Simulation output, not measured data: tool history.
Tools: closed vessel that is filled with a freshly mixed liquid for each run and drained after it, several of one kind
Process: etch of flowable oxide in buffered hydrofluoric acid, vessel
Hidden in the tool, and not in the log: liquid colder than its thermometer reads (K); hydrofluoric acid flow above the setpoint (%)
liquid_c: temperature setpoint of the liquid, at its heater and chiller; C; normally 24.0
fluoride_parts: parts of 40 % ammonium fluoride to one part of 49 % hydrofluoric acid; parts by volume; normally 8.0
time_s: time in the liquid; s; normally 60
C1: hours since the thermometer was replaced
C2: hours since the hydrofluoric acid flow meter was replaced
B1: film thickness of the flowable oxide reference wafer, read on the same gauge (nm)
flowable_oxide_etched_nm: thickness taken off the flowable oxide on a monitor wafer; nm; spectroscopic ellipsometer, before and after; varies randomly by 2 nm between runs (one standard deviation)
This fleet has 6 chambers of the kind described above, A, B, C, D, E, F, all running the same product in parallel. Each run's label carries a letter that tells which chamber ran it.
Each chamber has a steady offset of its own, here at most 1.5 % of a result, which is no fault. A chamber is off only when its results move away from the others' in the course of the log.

Run 1B, hour 4.5: usual settings; C1 111.8; C2 369.7; B1 70.024. Result: flowable_oxide_etched_nm 277.68 nm.
Run 2E, hour 10.5: usual settings; C1 237.7; C2 1135.3; B1 70.025. Result: flowable_oxide_etched_nm 271.87 nm.
Run 3C, hour 17.6: usual settings; C1 1695.1; C2 437.7; B1 69.987. Result: flowable_oxide_etched_nm 272.88 nm.
Run 4A, hour 25.2: usual settings; C1 1185.5; C2 314.9; B1 70.016. Result: flowable_oxide_etched_nm 274.69 nm.
Run 5D, hour 29.3: usual settings; C1 1521.2; C2 172.3; B1 70.006. Result: flowable_oxide_etched_nm 276.63 nm.
Run 6F, hour 35.5: usual settings; C1 2316.4; C2 2079.8; B1 70.018. Result: flowable_oxide_etched_nm 278.78 nm.
Run 7E, hour 40.2: usual settings; C1 267.4; C2 1165.0; B1 69.986. Result: flowable_oxide_etched_nm 271.78 nm.
Run 8C, hour 44.2: usual settings but fluoride_parts 10.5 parts by volume, time_s 45 s; C1 1721.7; C2 464.3; B1 70.004. Result: flowable_oxide_etched_nm 157.85 nm.
Run 9F, hour 51.9: usual settings but fluoride_parts 10.5 parts by volume, time_s 45 s; C1 2332.8; C2 2096.2; B1 69.998. Result: flowable_oxide_etched_nm 161.73 nm.
Run 10B, hour 59.8: usual settings but fluoride_parts 10.5 parts by volume, time_s 45 s; C1 167.1; C2 425.0; B1 69.969. Result: flowable_oxide_etched_nm 160.18 nm.
Run 11A, hour 64.1: usual settings but fluoride_parts 10.5 parts by volume, time_s 45 s; C1 1224.4; C2 353.8; B1 69.987. Result: flowable_oxide_etched_nm 163.09 nm.
Run 12D, hour 69.3: usual settings but fluoride_parts 10.5 parts by volume, time_s 45 s; C1 1561.2; C2 212.3; B1 70.019. Result: flowable_oxide_etched_nm 164.20 nm.
Run 13F, hour 77.1: usual settings but fluoride_parts 10.5 parts by volume, time_s 45 s; C1 2358.0; C2 2121.4; B1 69.983. Result: flowable_oxide_etched_nm 163.45 nm.
Run 14B, hour 84.2: usual settings; C1 191.5; C2 449.4; B1 69.987. Result: flowable_oxide_etched_nm 274.94 nm.
Run 15C, hour 88.8: usual settings but liquid_c 19.0 C, fluoride_parts 9.5 parts by volume; C1 1766.3; C2 508.9; B1 70.006. Result: flowable_oxide_etched_nm 175.05 nm.
Run 16E, hour 93.2: usual settings but liquid_c 19.0 C, fluoride_parts 9.5 parts by volume; C1 320.4; C2 1218.0; B1 70.008. Result: flowable_oxide_etched_nm 176.35 nm.
Run 17D, hour 98.4: usual settings but liquid_c 19.0 C, fluoride_parts 9.5 parts by volume; C1 1590.3; C2 241.4; B1 69.993. Result: flowable_oxide_etched_nm 176.76 nm.
Run 18A, hour 107.1: usual settings but liquid_c 19.0 C, fluoride_parts 9.5 parts by volume; C1 1267.4; C2 396.8; B1 70.014. Result: flowable_oxide_etched_nm 178.38 nm.
Run 19B, hour 114.3: usual settings but liquid_c 19.0 C, fluoride_parts 9.5 parts by volume; C1 221.6; C2 479.5; B1 69.978. Result: flowable_oxide_etched_nm 177.84 nm.
Run 20E, hour 123.2: usual settings but liquid_c 19.0 C, fluoride_parts 9.5 parts by volume; C1 350.4; C2 1248.0; B1 69.997. Result: flowable_oxide_etched_nm 178.74 nm.
Run 21D, hour 129.7: usual settings; C1 1621.6; C2 272.7; B1 69.988. Result: flowable_oxide_etched_nm 278.41 nm.
Run 22F, hour 136.6: usual settings; C1 2417.5; C2 2180.9; B1 70.003. Result: flowable_oxide_etched_nm 276.31 nm.
Run 23C, hour 144.8: usual settings; C1 1822.3; C2 564.9; B1 70.009. Result: flowable_oxide_etched_nm 272.25 nm.
Run 24A, hour 149.7: usual settings; C1 1310.0; C2 439.4; B1 70.011. Result: flowable_oxide_etched_nm 275.24 nm.
Run 25C, hour 154.5: usual settings; C1 1832.0; C2 574.6; B1 69.978. Result: flowable_oxide_etched_nm 271.49 nm.
Run 26F, hour 158.5: usual settings; C1 2439.4; C2 2202.8; B1 70.000. Result: flowable_oxide_etched_nm 277.70 nm.
Run 27B, hour 167.1: usual settings; C1 274.4; C2 532.3; B1 69.993. Result: flowable_oxide_etched_nm 273.86 nm.
Run 28D, hour 175.0: usual settings; C1 1666.9; C2 318.0; B1 69.992. Result: flowable_oxide_etched_nm 276.63 nm.
Run 29A, hour 179.4: usual settings; C1 1339.7; C2 469.1; B1 70.002. Result: flowable_oxide_etched_nm 271.48 nm.
Run 30E, hour 184.0: usual settings but liquid_c 28.5 C, fluoride_parts 5.5 parts by volume; C1 411.2; C2 1308.8; B1 69.999. Result: flowable_oxide_etched_nm 491.32 nm.
At hour 185.4: chamber F: thermometer replaced.
Run 31D, hour 191.7: usual settings but liquid_c 28.5 C, fluoride_parts 5.5 parts by volume; C1 1683.6; C2 334.7; B1 69.990. Result: flowable_oxide_etched_nm 494.48 nm.
Run 32B, hour 198.3: usual settings but liquid_c 28.5 C, fluoride_parts 5.5 parts by volume; C1 305.6; C2 563.5; B1 69.976. Result: flowable_oxide_etched_nm 501.48 nm.
Run 33E, hour 203.9: usual settings but liquid_c 28.5 C, fluoride_parts 5.5 parts by volume; C1 431.1; C2 1328.7; B1 69.997. Result: flowable_oxide_etched_nm 491.47 nm.
Run 34C, hour 211.7: usual settings but liquid_c 28.5 C, fluoride_parts 5.5 parts by volume; C1 1889.2; C2 631.8; B1 69.990. Result: flowable_oxide_etched_nm 495.32 nm.
Run 35A, hour 216.2: usual settings but liquid_c 28.5 C, fluoride_parts 5.5 parts by volume; C1 1376.5; C2 505.9; B1 69.995. Result: flowable_oxide_etched_nm 499.21 nm.
Run 36F, hour 222.9: usual settings; C1 37.5; C2 2267.2; B1 69.987. Result: flowable_oxide_etched_nm 283.66 nm.
Run 37E, hour 231.5: usual settings; C1 458.7; C2 1356.3; B1 69.970. Result: flowable_oxide_etched_nm 272.97 nm.
Run 38C, hour 236.3: usual settings; C1 1913.8; C2 656.4; B1 70.008. Result: flowable_oxide_etched_nm 271.53 nm.
At hour 240.1: chamber D: hydrofluoric acid flow meter replaced.
Run 39B, hour 242.1: usual settings but fluoride_parts 9.0 parts by volume, time_s 30 s; C1 349.4; C2 607.3; B1 70.001. Result: flowable_oxide_etched_nm 121.76 nm.
Run 40A, hour 249.9: usual settings but fluoride_parts 9.0 parts by volume, time_s 30 s; C1 1410.2; C2 539.6; B1 70.020. Result: flowable_oxide_etched_nm 121.64 nm.
Run 41D, hour 255.7: usual settings but fluoride_parts 9.0 parts by volume, time_s 30 s; C1 1747.6; C2 15.7; B1 70.014. Result: flowable_oxide_etched_nm 120.32 nm.
Run 42F, hour 264.4: usual settings but fluoride_parts 9.0 parts by volume, time_s 30 s; C1 79.0; C2 2308.7; B1 70.001. Result: flowable_oxide_etched_nm 121.43 nm.
Run 43E, hour 270.1: usual settings but fluoride_parts 9.0 parts by volume, time_s 30 s; C1 497.3; C2 1394.9; B1 70.012. Result: flowable_oxide_etched_nm 120.85 nm.
Run 44F, hour 276.0: usual settings but fluoride_parts 9.0 parts by volume, time_s 30 s; C1 90.6; C2 2320.3; B1 69.983. Result: flowable_oxide_etched_nm 123.38 nm.

Has any chamber moved away from the others, gradually or after a service, or does the common gauge drift, or do the chambers differ only by their own small steady offsets? State the chamber and the most likely cause if one applies.

Nothing is wrong: each chamber keeps only its own small, steady offset and the gauge holds still.
